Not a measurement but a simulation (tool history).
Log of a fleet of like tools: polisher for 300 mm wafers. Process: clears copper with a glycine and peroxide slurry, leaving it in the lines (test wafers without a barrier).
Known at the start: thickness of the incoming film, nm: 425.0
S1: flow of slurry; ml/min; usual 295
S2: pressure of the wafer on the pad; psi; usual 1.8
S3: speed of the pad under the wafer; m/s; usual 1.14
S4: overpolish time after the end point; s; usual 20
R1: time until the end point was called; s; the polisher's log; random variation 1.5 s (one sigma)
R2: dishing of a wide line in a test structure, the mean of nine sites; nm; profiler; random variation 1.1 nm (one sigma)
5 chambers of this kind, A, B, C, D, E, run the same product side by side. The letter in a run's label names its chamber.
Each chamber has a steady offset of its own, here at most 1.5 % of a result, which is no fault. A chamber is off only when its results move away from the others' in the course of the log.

run     day   S1   S2    S3  S4      R1      R2
 1D   0.317  295  1.8  1.14  20  96.345  55.337
      0.383  -- chamber E: worn pad replaced by a new one
 2C   0.817  295  1.8  1.14  20  94.303  53.512
      1.046  -- chamber C: slurry nozzle cleaned
 3A   1.388  295  1.8  1.14  20  94.605  54.989
      1.804  -- chamber A: slurry nozzle cleaned
 4E   1.888  295  1.8  1.14  20  95.186  54.207
 5B   2.329  295  1.8  1.14  20  93.621  53.522
      2.454  -- chamber D: worn pad replaced by a new one
 6C   2.817  295  1.8  1.14  20  92.764  55.749
      2.983  -- chamber B: worn pad replaced by a new one
 7D   3.242  295  1.8  1.14  20  93.563  56.227
      3.483  -- chamber A: worn pad replaced by a new one
 8B     3.7  295  1.8  1.14  20  96.495  55.091
      3.833  -- chamber C: worn pad replaced by a new one
        3.9  -- chamber B: slurry nozzle cleaned
 9E   4.021  295  1.8  1.14  20  95.889  54.999
10A   4.379  295  1.8  1.14  20  95.311  55.579
      4.529  -- chamber D: slurry nozzle cleaned
      4.608  -- chamber C: head pressure recalibrated
11B    4.95  295  1.8  1.14   9  93.098  29.516
      5.117  -- chamber E: worn pad replaced by a new one
12C   5.308  295  1.8  1.14   9  94.079  28.495
13D   5.725  295  1.8  1.14   9  96.852  27.565
14A   6.308  295  1.8  1.14   9  94.794      28
15E   6.733  295  1.8  1.14   9  95.018  29.695
      7.271  -- chamber B: worn pad replaced by a new one
16B   7.392  295  1.8  1.14  20  93.623  56.378
17E   7.754  295  1.8  1.14  20   95.94  57.098
      7.938  -- chamber D: worn pad replaced by a new one
      7.954  -- chamber C: worn pad replaced by a new one
18A    8.15  295  1.8  1.14  20  95.752  54.068
      8.408  -- chamber A: worn pad replaced by a new one
19D   8.658  295  1.8  1.14  20  97.798  54.715
20C   9.296  295  1.8  1.14  20  93.317   54.07
21D   9.604  295  1.8  1.14  20  92.931  55.156
     10.154  -- chamber E: worn pad replaced by a new one
22C  10.221  295  1.8  1.14  20  93.298  55.343
23A  10.729  295  1.8  1.14  20  95.259  53.385
     11.104  -- chamber B: worn pad replaced by a new one
24B  11.333  295  1.8  1.14  20  94.114  52.869
25E  11.925  295  2.2  1.14  13  79.516  46.114
26E  12.333  295  2.2  1.14  13  81.669  44.447
     12.562  -- chamber D: worn pad replaced by a new one
27D  12.725  295  2.2  1.14  13  82.865  44.308
     12.817  -- chamber C: worn pad replaced by a new one
28C  13.017  295  2.2  1.14  13  78.561  45.013
     13.133  -- chamber C: slurry nozzle cleaned
29B  13.492  295  2.2  1.14  13  79.134  43.343
30A  14.104  295  1.8  1.14  20  97.927  53.984
     14.488  -- chamber A: worn pad replaced by a new one
31C  14.738  295  1.8  1.14  20  93.632  54.982
     15.092  -- chamber E: worn pad replaced by a new one
32E  15.288  295  1.8  1.14  20  95.724   55.64
     15.554  -- chamber B: worn pad replaced by a new one
     15.708  -- chamber A: slurry nozzle cleaned
33A  15.825  295  1.8  1.14  20  92.429  56.904
34D  16.358  295  1.8  1.14  20  95.028  55.368
     16.738  -- chamber C: worn pad replaced by a new one
35B  16.738  295  1.8  1.14  20  95.445  54.841
36B  17.238  295  1.8  1.14  20   93.01  56.514
37E  17.633  295  1.8  1.14  20  93.889  53.208
38C  18.225  295  1.8  1.14  20  91.227  55.698
     18.362  -- chamber E: head pressure recalibrated
     18.529  -- chamber D: worn pad replaced by a new one
39D  18.671  295  1.8  1.14  20  99.532  55.532
40A  19.304  240  1.8  1.14  11  97.104  32.873
     19.633  -- chamber D: slurry nozzle cleaned
41C   19.75  240  1.8  1.14  11  94.973   33.76
     19.821  -- chamber E: worn pad replaced by a new one
42E  20.121  240  1.8  1.14  11   97.56  33.729
     20.358  -- chamber A: worn pad replaced by a new one
43A  20.638  240  1.8  1.14  11  95.849  34.451
44D  21.288  240  1.8  1.14  11  98.228  33.628

Next, every chamber runs the same settings. What will each give?
45A  21.762  255  1.8  1.14  20   ?   ?
45B  21.762  255  1.8  1.14  20   ?   ?
45C  21.762  255  1.8  1.14  20   ?   ?
45D  21.762  255  1.8  1.14  20   ?   ?
45E  21.762  255  1.8  1.14  20   ?   ?

run      R1      R2
45A  95.681  56.095
45B  96.489  54.629
45C   95.81  54.901
45D  96.558  52.229
45E  95.812  54.488
